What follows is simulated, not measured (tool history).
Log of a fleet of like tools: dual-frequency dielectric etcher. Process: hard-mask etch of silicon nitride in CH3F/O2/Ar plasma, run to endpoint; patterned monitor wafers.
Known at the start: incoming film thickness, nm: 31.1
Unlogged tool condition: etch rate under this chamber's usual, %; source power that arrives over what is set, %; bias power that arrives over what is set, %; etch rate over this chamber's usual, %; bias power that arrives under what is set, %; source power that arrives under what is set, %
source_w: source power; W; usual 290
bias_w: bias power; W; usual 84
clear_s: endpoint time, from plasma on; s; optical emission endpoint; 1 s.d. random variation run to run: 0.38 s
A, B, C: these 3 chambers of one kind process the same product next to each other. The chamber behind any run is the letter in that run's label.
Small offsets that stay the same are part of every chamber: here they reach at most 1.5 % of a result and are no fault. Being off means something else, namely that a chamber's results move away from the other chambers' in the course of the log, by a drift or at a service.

run	day	source_w	bias_w	hours since the last wet clean	hours since the last source power generator calibration	hours since the last bias power generator calibration	clear_s
1C	0.583	290	84	321.5	121.0	2664.3	47.377
2A	1.146	290	84	313.2	4141.2	3502.3	48.208
3B	1.621	290	84	383.6	2638.4	1179.5	49.164
4A	2.138	290	84	337.0	4165.0	3526.1	48.192
# day 2.571: chamber B: wet clean of the chamber
# day 2.712: chamber A: bias power generator calibrated
5C	2.767	250	104	373.9	173.4	2716.7	46.876
6B	3.346	250	104	18.6	2679.8	1220.9	47.664
7C	3.821	250	104	399.2	198.7	2742.0	45.909
8A	4.150	290	84	385.3	4213.3	34.6	48.422
9B	4.654	290	84	50.0	2711.2	1252.3	48.627
10C	5.050	290	84	428.7	228.2	2771.5	47.564
# day 5.279: chamber A: source power generator calibrated
11A	5.529	290	84	418.4	6.0	67.7	49.055
12B	5.833	290	84	78.3	2739.5	1280.6	48.503
13B	6.312	230	96	89.8	2751.0	1292.1	50.701
14C	6.767	230	96	469.9	269.4	2812.7	49.440
# day 7.088: chamber C: wet clean of the chamber
15A	7.271	230	96	460.2	47.8	109.5	50.463
16A	7.754	290	84	471.8	59.4	121.1	48.889
17B	8.400	290	84	139.9	2801.1	1342.2	48.983
18C	8.971	290	84	45.3	322.3	2865.6	47.011
19B	9.562	290	84	167.8	2829.0	1370.1	49.601
20A	9.917	290	84	523.7	111.3	173.0	49.696
21C	10.271	340	84	76.5	353.5	2896.8	44.547
22B	10.579	340	84	192.2	2853.4	1394.5	45.490
23C	10.958	340	84	93.0	370.0	2913.3	44.471

Does one chamber stand apart from the rest, does the shared gauge drift, or is all well apart from small per-chamber offsets? Give the chamber and the most likely cause, where there is one.

One chamber, A, drifts off from the rest bit by bit.
Likeliest cause: etch rate under this chamber's usual, % = 4.28.

Here are 4 candidates for chamber A's next run, each the usual settings with a change, their results left as question marks. Which one brings its results back in line with what the others give on the usual settings?
In line here means within this much of the mean the other chambers give on the usual settings: clear_s 1.300 s
24A-1	11.442	370	84				?
24A-2	11.442	270	78				?
24A-3	11.442	220	84				?
24A-4	11.442	310	90				?

Other chambers, usual settings, mean: clear_s 48.013 s
run	clear_s
24A-1	46.096
24A-2	53.351
24A-3	56.126
24A-4	48.076
It is 24A-4 that realigns the chamber with its peers.

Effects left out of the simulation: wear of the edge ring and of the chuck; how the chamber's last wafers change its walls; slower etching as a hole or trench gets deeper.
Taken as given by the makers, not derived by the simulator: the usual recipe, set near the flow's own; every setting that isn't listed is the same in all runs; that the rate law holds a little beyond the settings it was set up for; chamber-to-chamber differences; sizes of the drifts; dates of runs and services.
